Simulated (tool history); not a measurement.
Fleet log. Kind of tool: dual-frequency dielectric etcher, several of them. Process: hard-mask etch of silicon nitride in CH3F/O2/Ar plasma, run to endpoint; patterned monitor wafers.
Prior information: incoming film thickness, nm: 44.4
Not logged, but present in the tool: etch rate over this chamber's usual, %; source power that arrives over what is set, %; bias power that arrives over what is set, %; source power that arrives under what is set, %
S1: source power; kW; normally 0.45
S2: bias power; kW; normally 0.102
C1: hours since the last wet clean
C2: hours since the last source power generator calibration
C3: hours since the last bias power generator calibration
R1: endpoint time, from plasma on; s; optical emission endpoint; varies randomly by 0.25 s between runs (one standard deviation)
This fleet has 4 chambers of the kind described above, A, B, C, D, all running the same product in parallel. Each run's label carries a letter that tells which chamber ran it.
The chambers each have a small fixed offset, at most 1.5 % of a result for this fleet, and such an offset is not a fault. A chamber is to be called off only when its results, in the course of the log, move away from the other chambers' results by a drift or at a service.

run	hour	S1	S2	C1	C2	C3	R1
# hour 6.1: chamber D: wet clean of the chamber
1C	8.8	0.45	0.102	361.3	775.9	908	53.828
2D	16.4	0.45	0.102	10.4	901.2	542.8	54.27
3B	25.1	0.45	0.102	374.9	1922.3	2916	54.789
4A	33.7	0.45	0.102	314.3	2222.2	2757.2	53.926
5D	43.7	0.45	0.102	37.7	928.5	570.1	54.654
6B	53.6	0.45	0.102	403.4	1950.8	2944.5	55.138
7A	64.8	0.45	0.102	345.4	2253.3	2788.3	53.696
8C	73.3	0.48	0.091	425.8	840.4	972.5	54.678
9D	82.2	0.48	0.091	76.2	967	608.6	55.368
10A	87.7	0.48	0.091	368.3	2276.2	2811.2	55.263
11C	94.1	0.48	0.091	446.6	861.2	993.3	54.552
12B	104.4	0.45	0.102	454.2	2001.6	2995.3	54.684
# hour 109.5: chamber C: wet clean of the chamber
13B	115.1	0.54	0.102	464.9	2012.3	3006	51.472
14C	126.2	0.54	0.102	16.8	893.3	1025.4	48.148
15D	131.2	0.54	0.102	125.2	1016	657.6	51.174
16A	137.5	0.54	0.102	418.1	2326	2861	50.407
# hour 139.1: chamber B: wet clean of the chamber
17C	144.9	0.45	0.102	35.5	912	1044.1	51.603
18B	152.2	0.45	0.102	13.1	2049.4	3043.1	55.173
19D	163	0.45	0.102	157	1047.8	689.4	54.464
20A	174	0.45	0.102	454.6	2362.5	2897.5	53.82
21B	180.5	0.45	0.102	41.4	2077.7	3071.4	54.548
22D	191.5	0.45	0.102	185.5	1076.3	717.9	54.797
23A	201.2	0.45	0.102	481.8	2389.7	2924.7	54.558
24C	206.6	0.45	0.102	97.2	973.7	1105.8	51.435
25B	216.9	0.45	0.102	77.8	2114.1	3107.8	54.705
26D	227.9	0.45	0.102	221.9	1112.7	754.3	55.064
# hour 228.3: chamber B: source power generator calibrated
27A	238.6	0.45	0.102	519.2	2427.1	2962.1	54.317
# hour 239: chamber A: source power generator calibrated
28C	247.1	0.4	0.124	137.7	1014.2	1146.3	50.035
29D	256.3	0.4	0.124	250.3	1141.1	782.7	52.8
30A	264.9	0.4	0.124	545.5	25.9	2988.4	52.386
31C	271.9	0.4	0.124	162.5	1039	1171.1	50.033
32B	277.3	0.45	0.102	138.2	49.1	3168.2	54.911
33D	285.7	0.45	0.102	279.7	1170.5	812.1	54.439
34C	293.9	0.45	0.102	184.5	1061	1193.1	51.352

All 4 chambers run these settings next. Forecast each chamber's results:
35A	302.2	0.45	0.102				?
35B	302.2	0.45	0.102				?
35C	302.2	0.45	0.102				?
35D	302.2	0.45	0.102				?

run	R1
35A	53.782
35B	54.561
35C	51.668
35D	54.84
